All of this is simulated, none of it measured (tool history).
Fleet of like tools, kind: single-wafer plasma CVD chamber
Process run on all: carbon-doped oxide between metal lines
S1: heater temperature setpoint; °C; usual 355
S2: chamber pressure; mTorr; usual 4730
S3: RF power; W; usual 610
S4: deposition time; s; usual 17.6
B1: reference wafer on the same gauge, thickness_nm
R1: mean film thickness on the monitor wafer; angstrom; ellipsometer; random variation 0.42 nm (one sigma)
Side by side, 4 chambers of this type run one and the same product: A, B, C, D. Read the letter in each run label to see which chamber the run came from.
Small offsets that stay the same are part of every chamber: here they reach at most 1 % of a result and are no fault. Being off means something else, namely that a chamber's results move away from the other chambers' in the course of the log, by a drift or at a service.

run,hour,S1,S2,S3,S4,B1,R1
1B,12.1,355,4730,610,17.6,88.93,1002.2
2C,23.4,355,4730,610,17.6,88.987,998.14
3A,32.8,355,4730,610,17.6,88.978,989.17
4D,39.4,355,4730,610,17.6,89.015,1003.2
5C,47.8,355,4730,610,17.6,88.899,997.43
6B,59.2,366,4730,655,17.6,89.07,1012
7D,67.5,366,4730,655,17.6,88.999,1022.2
8A,79.5,366,4730,655,17.6,88.944,1021.8
9B,86.4,366,4730,655,17.6,88.961,1015.2
10A,96.6,355,4730,610,17.6,89.076,991.7
11D,103.4,355,4730,610,17.6,88.942,1005.6
12C,112.7,355,4730,610,17.6,89.007,1003.3
13D,121.6,355,4730,610,17.6,88.989,1005.4
14C,132.9,355,4730,610,17.6,88.922,1007.5
15A,143,355,4730,610,17.6,89.027,991.28
16B,154.8,355,4730,610,17.6,89.023,1000.1
17D,163.2,355,4730,610,17.6,89.04,1009.8
18C,173.7,355,4730,610,17.6,89.012,998.11
# hour 178.1: chamber C: RF generator calibrated
19B,182.1,355,4730,610,17.6,89.049,1006.4
20A,189.3,355,4730,610,17.6,89.022,996.63
21A,195,355,4730,610,17.6,89.046,991.47
22B,206.4,355,4030,490,17.6,89.074,854.14
23D,218.5,355,4030,490,17.6,89.022,860.93
24C,227.5,355,4030,490,17.6,89.091,857
25D,235.7,355,4030,490,17.6,89.035,853.42
26C,244.4,355,4730,610,17.6,89.038,998.81
27B,254,355,4730,610,17.6,88.955,994.34
28A,260.2,355,4730,610,17.6,89.008,993.26
29D,268.4,355,4730,610,17.6,89.034,1007.8
30B,275.1,355,4730,610,17.6,88.993,998.92
31A,285.3,355,4730,610,17.6,89.02,989.83
32C,296.8,355,4730,610,17.6,89.056,999.42
33D,309,355,4730,610,17.6,89.087,1004.9
34C,320.4,355,4730,610,17.6,89.023,999.99
35A,328.4,355,4730,610,17.6,88.982,991.06
36B,335.4,355,4730,610,17.6,89.017,996.93
37B,344.7,355,4730,610,17.6,89.055,1000.4
38D,355.9,355,4730,610,17.6,89.041,1005.8
39A,361.3,355,4730,610,17.6,88.985,994.65
40C,368.1,342,4730,570,17.6,88.924,996.64
41D,379.2,342,4730,570,17.6,88.987,995.73
42A,391.5,342,4730,570,17.6,89.021,996.36
43C,402.5,342,4730,570,17.6,89.021,993.61

Each of the 4 chambers runs these same settings next. Fill in every chamber's results:
44A,411.5,355,4730,545,17.6,,?
44B,411.5,355,4730,545,17.6,,?
44C,411.5,355,4730,545,17.6,,?
44D,411.5,355,4730,545,17.6,,?

run,R1
44A,927.36
44B,931.84
44C,933.25
44D,932.56
